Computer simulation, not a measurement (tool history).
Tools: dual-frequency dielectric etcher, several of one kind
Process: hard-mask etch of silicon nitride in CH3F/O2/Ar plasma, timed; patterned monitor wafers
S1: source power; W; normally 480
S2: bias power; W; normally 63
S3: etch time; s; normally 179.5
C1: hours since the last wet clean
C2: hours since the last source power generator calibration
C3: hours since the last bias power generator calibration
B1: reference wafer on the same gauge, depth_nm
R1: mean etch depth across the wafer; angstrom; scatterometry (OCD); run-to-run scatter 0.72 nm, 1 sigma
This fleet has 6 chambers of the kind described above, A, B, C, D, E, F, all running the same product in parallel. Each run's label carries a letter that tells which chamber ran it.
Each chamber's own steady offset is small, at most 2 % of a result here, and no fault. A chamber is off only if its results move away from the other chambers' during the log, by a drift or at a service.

run 1E hour=7.2 | S1=480 S2=63 S3=179.5 | C1=142.5 C2=777.5 C3=3432.7 | B1=147.1 | R1=1295.2
run 2F hour=12 | S1=480 S2=63 S3=179.5 | C1=54.7 C2=814.6 C3=3814.3 | B1=147.24 | R1=1299.4
run 3C hour=18.4 | S1=480 S2=63 S3=179.5 | C1=147.6 C2=3860.6 C3=689.9 | B1=146.94 | R1=1295.6
run 4B hour=22.7 | S1=480 S2=63 S3=179.5 | C1=32.2 C2=1596.3 C3=1447.8 | B1=147.21 | R1=1275.4
run 5A hour=30.8 | S1=480 S2=63 S3=179.5 | C1=341.1 C2=604.2 C3=229.8 | B1=147.08 | R1=1273.4
run 6D hour=38.4 | S1=480 S2=51 S3=179.5 | C1=275.6 C2=242.9 C3=2725.9 | B1=147.17 | R1=1191.1
run 7E hour=46.6 | S1=480 S2=51 S3=179.5 | C1=181.9 C2=816.9 C3=3472.1 | B1=146.88 | R1=1202.4
run 8F hour=55.7 | S1=480 S2=51 S3=179.5 | C1=98.4 C2=858.3 C3=3858 | B1=147.08 | R1=1196.6
run 9B hour=60.4 | S1=480 S2=51 S3=179.5 | C1=69.9 C2=1634 C3=1485.5 | B1=147.01 | R1=1203
run 10A hour=66.6 | S1=480 S2=51 S3=179.5 | C1=376.9 C2=640 C3=265.6 | B1=147.18 | R1=1192.6
run 11D hour=72 | S1=480 S2=51 S3=179.5 | C1=309.2 C2=276.5 C3=2759.5 | B1=147 | R1=1183.1
run 12C hour=77.3 | S1=480 S2=63 S3=179.5 | C1=206.5 C2=3919.5 C3=748.8 | B1=147.05 | R1=1295.1
run 13C hour=81.4 | S1=480 S2=63 S3=179.5 | C1=210.6 C2=3923.6 C3=752.9 | B1=146.9 | R1=1292.4
run 14E hour=87.9 | S1=430 S2=63 S3=212 | C1=223.2 C2=858.2 C3=3513.4 | B1=147.03 | R1=1447.2
run 15D hour=92.7 | S1=430 S2=63 S3=212 | C1=329.9 C2=297.2 C3=2780.2 | B1=147.03 | R1=1433.8
run 16F hour=97.9 | S1=430 S2=63 S3=212 | C1=140.6 C2=900.5 C3=3900.2 | B1=146.9 | R1=1460.7
run 17B hour=102.5 | S1=430 S2=63 S3=212 | C1=112 C2=1676.1 C3=1527.6 | B1=147.11 | R1=1441
run 18A hour=109.1 | S1=430 S2=63 S3=212 | C1=419.4 C2=682.5 C3=308.1 | B1=147.03 | R1=1425.5
run 19A hour=113.8 | S1=430 S2=63 S3=212 | C1=424.1 C2=687.2 C3=312.8 | B1=147.02 | R1=1435.4
run 20F hour=117.9 | S1=480 S2=63 S3=179.5 | C1=160.6 C2=920.5 C3=3920.2 | B1=147.03 | R1=1287
run 21E hour=122.7 | S1=480 S2=63 S3=179.5 | C1=258 C2=893 C3=3548.2 | B1=147.15 | R1=1283.8
run 22C hour=128 | S1=480 S2=63 S3=179.5 | C1=257.2 C2=3970.2 C3=799.5 | B1=146.88 | R1=1313.3
run 23B hour=134.4 | S1=480 S2=63 S3=179.5 | C1=143.9 C2=1708 C3=1559.5 | B1=146.99 | R1=1278.2
run 24D hour=140 | S1=480 S2=63 S3=179.5 | C1=377.2 C2=344.5 C3=2827.5 | B1=146.66 | R1=1274.7
run 25D hour=145.2 | S1=480 S2=63 S3=179.5 | C1=382.4 C2=349.7 C3=2832.7 | B1=147.03 | R1=1274.5
run 26A hour=152.1 | S1=400 S2=63 S3=132.5 | C1=462.4 C2=725.5 C3=351.1 | B1=146.82 | R1=865.14
-- hour=157.7 chamber C: source power generator calibrated
run 27C hour=157.8 | S1=400 S2=63 S3=132.5 | C1=287 C2=0.1 C3=829.3 | B1=147.1 | R1=898.52
run 28B hour=163.7 | S1=400 S2=63 S3=132.5 | C1=173.2 C2=1737.3 C3=1588.8 | B1=147.1 | R1=888.77
run 29F hour=171.4 | S1=400 S2=63 S3=132.5 | C1=214.1 C2=974 C3=3973.7 | B1=147.14 | R1=881.12
run 30E hour=180.7 | S1=400 S2=63 S3=132.5 | C1=316 C2=951 C3=3606.2 | B1=147.12 | R1=888.3
run 31A hour=185.5 | S1=400 S2=63 S3=132.5 | C1=495.8 C2=758.9 C3=384.5 | B1=146.94 | R1=868.15
run 32F hour=190.7 | S1=480 S2=63 S3=130.5 | C1=233.4 C2=993.3 C3=3993 | B1=147.05 | R1=931.18
run 33D hour=198.9 | S1=480 S2=63 S3=130.5 | C1=436.1 C2=403.4 C3=2886.4 | B1=147.06 | R1=935.99
run 34E hour=207.9 | S1=480 S2=63 S3=130.5 | C1=343.2 C2=978.2 C3=3633.4 | B1=147.2 | R1=940.98
run 35B hour=217.1 | S1=480 S2=63 S3=130.5 | C1=226.6 C2=1790.7 C3=1642.2 | B1=147.23 | R1=934.15
run 36C hour=222.8 | S1=480 S2=63 S3=130.5 | C1=352 C2=65.1 C3=894.3 | B1=147.2 | R1=979.96
run 37D hour=228.4 | S1=480 S2=63 S3=130.5 | C1=465.6 C2=432.9 C3=2915.9 | B1=147.15 | R1=925.52

Next, every chamber runs the same settings. What will each give?
run 38A hour=235.2 | S1=480 S2=72 S3=179.5 | R1=?
run 38B hour=235.2 | S1=480 S2=72 S3=179.5 | R1=?
run 38C hour=235.2 | S1=480 S2=72 S3=179.5 | R1=?
run 38D hour=235.2 | S1=480 S2=72 S3=179.5 | R1=?
run 38E hour=235.2 | S1=480 S2=72 S3=179.5 | R1=?
run 38F hour=235.2 | S1=480 S2=72 S3=179.5 | R1=?

run=38A R1=1324.4
run=38B R1=1321.6
run=38C R1=1417.9
run=38D R1=1325.3
run=38E R1=1357.3
run=38F R1=1332.2
